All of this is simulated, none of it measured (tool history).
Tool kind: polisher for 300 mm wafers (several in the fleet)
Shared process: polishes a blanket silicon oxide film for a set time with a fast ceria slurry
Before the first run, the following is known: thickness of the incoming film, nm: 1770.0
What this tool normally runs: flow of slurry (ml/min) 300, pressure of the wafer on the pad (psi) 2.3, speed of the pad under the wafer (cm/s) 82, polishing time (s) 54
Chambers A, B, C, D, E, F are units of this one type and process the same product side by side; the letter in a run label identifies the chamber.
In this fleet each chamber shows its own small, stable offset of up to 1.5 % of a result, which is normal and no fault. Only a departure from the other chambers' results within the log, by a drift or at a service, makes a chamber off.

run	hour	flow of slurry (ml/min)	pressure of the wafer on the pad (psi)	speed of the pad under the wafer (cm/s)	polishing time (s)	film removed (angstrom)
1E	8.2	300	2.3	82	54	5399.3
2C	13.2	300	2.3	82	54	5563.9
# hour 14.8: chamber E: worn pad replaced by a new one
3D	18.3	300	2.3	82	54	5400.0
4B	25.6	300	2.3	82	54	5506.4
5F	33.5	300	2.3	82	54	5453.1
6A	38.0	300	2.3	82	54	5305.9
# hour 39.5: chamber A: worn pad replaced by a new one
7F	43.2	300	2.3	82	54	5428.7
# hour 47.8: chamber F: worn pad replaced by a new one
8A	49.5	300	2.3	82	54	5403.7
9B	55.1	300	2.3	82	54	5452.3
# hour 57.2: chamber C: worn pad replaced by a new one
10E	62.7	300	2.3	62	54	4136.5
11C	67.3	300	2.3	62	54	4168.7
# hour 70.9: chamber B: worn pad replaced by a new one
12D	74.0	300	2.3	62	54	3991.6
# hour 76.0: chamber D: slurry nozzle cleaned
# hour 79.5: chamber A: slurry nozzle cleaned
13A	79.7	300	2.3	62	54	4042.0
14D	87.2	300	2.3	62	54	4007.1
15B	91.3	300	2.3	62	54	4219.7
# hour 94.8: chamber D: head pressure recalibrated
16F	98.8	300	2.3	82	54	5340.3
17E	104.2	300	2.3	82	54	5370.1
# hour 106.9: chamber E: worn pad replaced by a new one
18C	111.8	300	2.3	82	54	5374.1
# hour 114.5: chamber E: head pressure recalibrated
19E	119.0	300	2.3	82	54	5521.2
20C	125.7	300	3.1	66	54	5937.1
21D	134.2	300	3.1	66	54	5628.4
# hour 135.0: chamber A: worn pad replaced by a new one
22A	139.4	300	3.1	66	54	5794.1
# hour 142.5: chamber F: worn pad replaced by a new one
23B	144.9	300	3.1	66	54	5859.2
24F	148.9	300	3.1	66	54	5779.5
# hour 149.6: chamber C: worn pad replaced by a new one
# hour 153.3: chamber B: slurry nozzle cleaned
25D	154.7	300	3.1	66	54	5560.6
26A	158.9	300	2.3	82	54	5390.0
27F	162.9	300	2.3	82	54	5449.9
# hour 166.4: chamber B: worn pad replaced by a new one
28B	170.1	300	2.3	82	54	5597.4
29E	178.3	300	2.3	82	54	5440.7
30C	183.2	300	2.3	82	54	5460.7
31C	188.4	300	2.3	82	54	5520.7
32B	194.8	300	2.3	82	54	5487.7
33E	198.9	300	2.3	82	54	5451.7
# hour 204.6: chamber E: worn pad replaced by a new one
34F	205.2	300	2.3	82	54	5368.1
35A	213.3	300	2.3	82	54	5187.6
# hour 214.6: chamber A: worn pad replaced by a new one
36D	218.4	300	2.3	82	54	4955.6
37A	222.2	300	2.3	82	54	5276.1
38B	228.5	300	2.3	82	54	5413.5
# hour 229.1: chamber F: worn pad replaced by a new one
39E	232.3	300	2.3	82	54	5399.8
40F	236.8	300	2.3	82	54	5258.0
41D	244.1	300	2.3	82	54	4979.5

What goes on in this fleet: one chamber off, a drifting gauge, or nothing beyond the chambers' own small offsets? Name the chamber and the cause, if any.

Little by little, chamber D moves away from the other chambers.
Cause: removal rate lost through wear of the pad, % = 10.

Here are 4 candidates for chamber D's next run, each the usual settings with a change, their results left as question marks. Which one brings its results back in line with what the others give on the usual settings?
In-line tolerance around the mean of the other chambers on the usual settings: film removed (angstrom) 230.0
42D-1	250.2	295	2.3	68	54	?
42D-2	250.2	300	2.8	82	54	?
42D-3	250.2	300	2.2	80	52	?
42D-4	250.2	300	2.4	84	56	?

The other chambers' mean on the usual settings: film removed (angstrom) 5409.1
run	film removed (angstrom)
42D-1	4025.0
42D-2	5923.4
42D-3	4373.4
42D-4	5395.7
42D-4 puts the chamber back in line with the other chambers.

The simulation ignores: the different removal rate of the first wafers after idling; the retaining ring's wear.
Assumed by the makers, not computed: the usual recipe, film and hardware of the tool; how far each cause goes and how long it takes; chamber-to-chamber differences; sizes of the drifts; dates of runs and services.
